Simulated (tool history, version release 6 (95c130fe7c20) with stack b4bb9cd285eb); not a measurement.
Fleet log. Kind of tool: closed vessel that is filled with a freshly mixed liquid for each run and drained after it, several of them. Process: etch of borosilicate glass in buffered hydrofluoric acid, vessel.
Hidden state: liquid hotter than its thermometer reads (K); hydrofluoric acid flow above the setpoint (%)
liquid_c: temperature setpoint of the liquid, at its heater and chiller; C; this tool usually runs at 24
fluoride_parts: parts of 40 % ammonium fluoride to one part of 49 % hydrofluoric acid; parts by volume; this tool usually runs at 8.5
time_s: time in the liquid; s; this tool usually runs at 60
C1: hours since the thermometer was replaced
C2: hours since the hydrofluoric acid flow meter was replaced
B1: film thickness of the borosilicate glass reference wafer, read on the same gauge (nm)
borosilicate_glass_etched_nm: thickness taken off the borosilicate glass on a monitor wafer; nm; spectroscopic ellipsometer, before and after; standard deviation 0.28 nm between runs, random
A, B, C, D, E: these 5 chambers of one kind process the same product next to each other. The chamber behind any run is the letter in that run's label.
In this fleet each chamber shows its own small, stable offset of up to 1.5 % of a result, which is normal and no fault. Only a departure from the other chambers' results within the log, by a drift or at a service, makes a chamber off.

{"run": "1A", "hour": 3.5, "liquid_c": 24, "fluoride_parts": 8.5, "time_s": 60, "C1": 953.6, "C2": 516.3, "B1": 49.955, "borosilicate_glass_etched_nm": 85.144}
{"run": "2E", "hour": 8.9, "liquid_c": 24, "fluoride_parts": 8.5, "time_s": 60, "C1": 643.7, "C2": 792.9, "B1": 50.01, "borosilicate_glass_etched_nm": 86.036}
{"run": "3C", "hour": 13.8, "liquid_c": 24, "fluoride_parts": 8.5, "time_s": 60, "C1": 158.1, "C2": 1148.1, "B1": 50.005, "borosilicate_glass_etched_nm": 85.427}
{"run": "4B", "hour": 18.6, "liquid_c": 24, "fluoride_parts": 8.5, "time_s": 60, "C1": 467.2, "C2": 1426.1, "B1": 49.986, "borosilicate_glass_etched_nm": 85.091}
{"run": "5D", "hour": 23.1, "liquid_c": 24, "fluoride_parts": 8.5, "time_s": 60, "C1": 264.5, "C2": 321.9, "B1": 50.052, "borosilicate_glass_etched_nm": 85.025}
{"hour": 26.5, "done": "chamber A: thermometer replaced"}
{"run": "6A", "hour": 28.6, "liquid_c": 24, "fluoride_parts": 8.5, "time_s": 60, "C1": 2.2, "C2": 541.4, "B1": 49.984, "borosilicate_glass_etched_nm": 84.958}
{"run": "7E", "hour": 34.2, "liquid_c": 24, "fluoride_parts": 12, "time_s": 85, "C1": 669, "C2": 818.2, "B1": 50.045, "borosilicate_glass_etched_nm": 88.567}
{"run": "8D", "hour": 39.6, "liquid_c": 24, "fluoride_parts": 12, "time_s": 85, "C1": 281, "C2": 338.4, "B1": 49.989, "borosilicate_glass_etched_nm": 88.204}
{"run": "9C", "hour": 42.7, "liquid_c": 24, "fluoride_parts": 12, "time_s": 85, "C1": 187, "C2": 1177, "B1": 50.028, "borosilicate_glass_etched_nm": 89.132}
{"run": "10B", "hour": 45.4, "liquid_c": 24, "fluoride_parts": 12, "time_s": 85, "C1": 494, "C2": 1452.9, "B1": 50.023, "borosilicate_glass_etched_nm": 88.135}
{"run": "11C", "hour": 49.5, "liquid_c": 24, "fluoride_parts": 12, "time_s": 85, "C1": 193.8, "C2": 1183.8, "B1": 50.012, "borosilicate_glass_etched_nm": 88.474}
{"run": "12E", "hour": 54.2, "liquid_c": 24, "fluoride_parts": 8.5, "time_s": 60, "C1": 689, "C2": 838.2, "B1": 49.996, "borosilicate_glass_etched_nm": 86.379}
{"run": "13A", "hour": 58.6, "liquid_c": 24, "fluoride_parts": 8.5, "time_s": 60, "C1": 32.2, "C2": 571.4, "B1": 50.006, "borosilicate_glass_etched_nm": 84.553}
{"run": "14D", "hour": 61.4, "liquid_c": 24, "fluoride_parts": 8.5, "time_s": 60, "C1": 302.8, "C2": 360.2, "B1": 49.981, "borosilicate_glass_etched_nm": 84.357}
{"run": "15B", "hour": 65.2, "liquid_c": 24, "fluoride_parts": 8.5, "time_s": 60, "C1": 513.8, "C2": 1472.7, "B1": 49.967, "borosilicate_glass_etched_nm": 85.486}
{"run": "16B", "hour": 67.6, "liquid_c": 24, "fluoride_parts": 8.5, "time_s": 60, "C1": 516.2, "C2": 1475.1, "B1": 50.034, "borosilicate_glass_etched_nm": 85.592}
{"run": "17E", "hour": 70.2, "liquid_c": 24, "fluoride_parts": 8.5, "time_s": 60, "C1": 705, "C2": 854.2, "B1": 49.946, "borosilicate_glass_etched_nm": 86.227}
{"run": "18D", "hour": 75.6, "liquid_c": 24, "fluoride_parts": 8.5, "time_s": 60, "C1": 317, "C2": 374.4, "B1": 49.975, "borosilicate_glass_etched_nm": 84.7}
{"run": "19A", "hour": 80.0, "liquid_c": 24, "fluoride_parts": 8.5, "time_s": 60, "C1": 53.6, "C2": 592.8, "B1": 49.993, "borosilicate_glass_etched_nm": 84.839}
{"run": "20C", "hour": 85.7, "liquid_c": 24, "fluoride_parts": 8.5, "time_s": 60, "C1": 230, "C2": 1220, "B1": 50.015, "borosilicate_glass_etched_nm": 85.536}
{"run": "21D", "hour": 88.4, "liquid_c": 24, "fluoride_parts": 8.5, "time_s": 60, "C1": 329.8, "C2": 387.2, "B1": 50.042, "borosilicate_glass_etched_nm": 84.782}
{"run": "22B", "hour": 93.8, "liquid_c": 24, "fluoride_parts": 8.5, "time_s": 60, "C1": 542.4, "C2": 1501.3, "B1": 49.954, "borosilicate_glass_etched_nm": 84.724}
{"run": "23C", "hour": 96.8, "liquid_c": 24, "fluoride_parts": 8.5, "time_s": 60, "C1": 241.1, "C2": 1231.1, "B1": 50.014, "borosilicate_glass_etched_nm": 85.853}
{"run": "24E", "hour": 100.4, "liquid_c": 24, "fluoride_parts": 7.5, "time_s": 85, "C1": 735.2, "C2": 884.4, "B1": 50.014, "borosilicate_glass_etched_nm": 140.94}
{"run": "25A", "hour": 104.0, "liquid_c": 24, "fluoride_parts": 7.5, "time_s": 85, "C1": 77.6, "C2": 616.8, "B1": 50.016, "borosilicate_glass_etched_nm": 138.09}
{"run": "26B", "hour": 109.3, "liquid_c": 24, "fluoride_parts": 7.5, "time_s": 85, "C1": 557.9, "C2": 1516.8, "B1": 50.015, "borosilicate_glass_etched_nm": 138.84}
{"run": "27D", "hour": 114.3, "liquid_c": 24, "fluoride_parts": 7.5, "time_s": 85, "C1": 355.7, "C2": 413.1, "B1": 50.011, "borosilicate_glass_etched_nm": 137.31}
{"run": "28E", "hour": 116.9, "liquid_c": 24, "fluoride_parts": 7.5, "time_s": 85, "C1": 751.7, "C2": 900.9, "B1": 50.011, "borosilicate_glass_etched_nm": 140.49}
{"run": "29C", "hour": 122.6, "liquid_c": 24, "fluoride_parts": 8.5, "time_s": 60, "C1": 266.9, "C2": 1256.9, "B1": 49.988, "borosilicate_glass_etched_nm": 85.304}
{"run": "30A", "hour": 127.2, "liquid_c": 24, "fluoride_parts": 8.5, "time_s": 60, "C1": 100.8, "C2": 640, "B1": 49.989, "borosilicate_glass_etched_nm": 84.711}
{"run": "31A", "hour": 130.2, "liquid_c": 24, "fluoride_parts": 8.5, "time_s": 60, "C1": 103.8, "C2": 643, "B1": 50.04, "borosilicate_glass_etched_nm": 84.784}
{"run": "32D", "hour": 133.3, "liquid_c": 24, "fluoride_parts": 8.5, "time_s": 60, "C1": 374.7, "C2": 432.1, "B1": 49.97, "borosilicate_glass_etched_nm": 84.626}
{"run": "33B", "hour": 136.3, "liquid_c": 24, "fluoride_parts": 8.5, "time_s": 60, "C1": 584.9, "C2": 1543.8, "B1": 50.014, "borosilicate_glass_etched_nm": 85.044}
{"run": "34E", "hour": 140.7, "liquid_c": 24, "fluoride_parts": 8.5, "time_s": 60, "C1": 775.5, "C2": 924.7, "B1": 50.004, "borosilicate_glass_etched_nm": 86.328}
{"run": "35C", "hour": 143.8, "liquid_c": 24, "fluoride_parts": 8.5, "time_s": 60, "C1": 288.1, "C2": 1278.1, "B1": 50.022, "borosilicate_glass_etched_nm": 85.703}
{"run": "36C", "hour": 146.9, "liquid_c": 24, "fluoride_parts": 8.5, "time_s": 60, "C1": 291.2, "C2": 1281.2, "B1": 50.001, "borosilicate_glass_etched_nm": 85.713}
{"run": "37D", "hour": 150.1, "liquid_c": 24, "fluoride_parts": 8.5, "time_s": 60, "C1": 391.5, "C2": 448.9, "B1": 49.976, "borosilicate_glass_etched_nm": 84.488}
{"run": "38A", "hour": 153.7, "liquid_c": 24, "fluoride_parts": 8.5, "time_s": 60, "C1": 127.3, "C2": 666.5, "B1": 49.992, "borosilicate_glass_etched_nm": 85.298}
{"run": "39B", "hour": 158.6, "liquid_c": 24, "fluoride_parts": 8.5, "time_s": 60, "C1": 607.2, "C2": 1566.1, "B1": 49.96, "borosilicate_glass_etched_nm": 85.441}
{"run": "40E", "hour": 162.8, "liquid_c": 24, "fluoride_parts": 8.5, "time_s": 60, "C1": 797.6, "C2": 946.8, "B1": 49.94, "borosilicate_glass_etched_nm": 86.211}
{"run": "41C", "hour": 165.4, "liquid_c": 24, "fluoride_parts": 8.5, "time_s": 90, "C1": 309.7, "C2": 1299.7, "B1": 50.003, "borosilicate_glass_etched_nm": 128.38}
{"run": "42E", "hour": 170.5, "liquid_c": 24, "fluoride_parts": 8.5, "time_s": 90, "C1": 805.3, "C2": 954.5, "B1": 49.986, "borosilicate_glass_etched_nm": 129.63}
{"run": "43D", "hour": 176.2, "liquid_c": 24, "fluoride_parts": 8.5, "time_s": 90, "C1": 417.6, "C2": 475, "B1": 50.023, "borosilicate_glass_etched_nm": 126.98}
{"run": "44B", "hour": 180.6, "liquid_c": 24, "fluoride_parts": 8.5, "time_s": 90, "C1": 629.2, "C2": 1588.1, "B1": 50.02, "borosilicate_glass_etched_nm": 127.82}

Has any chamber moved away from the others, gradually or after a service, or does the common gauge drift, or do the chambers differ only by their own small steady offsets? State the chamber and the most likely cause if one applies.

Nothing is wrong: each chamber keeps only its own small, steady offset and the gauge holds still.
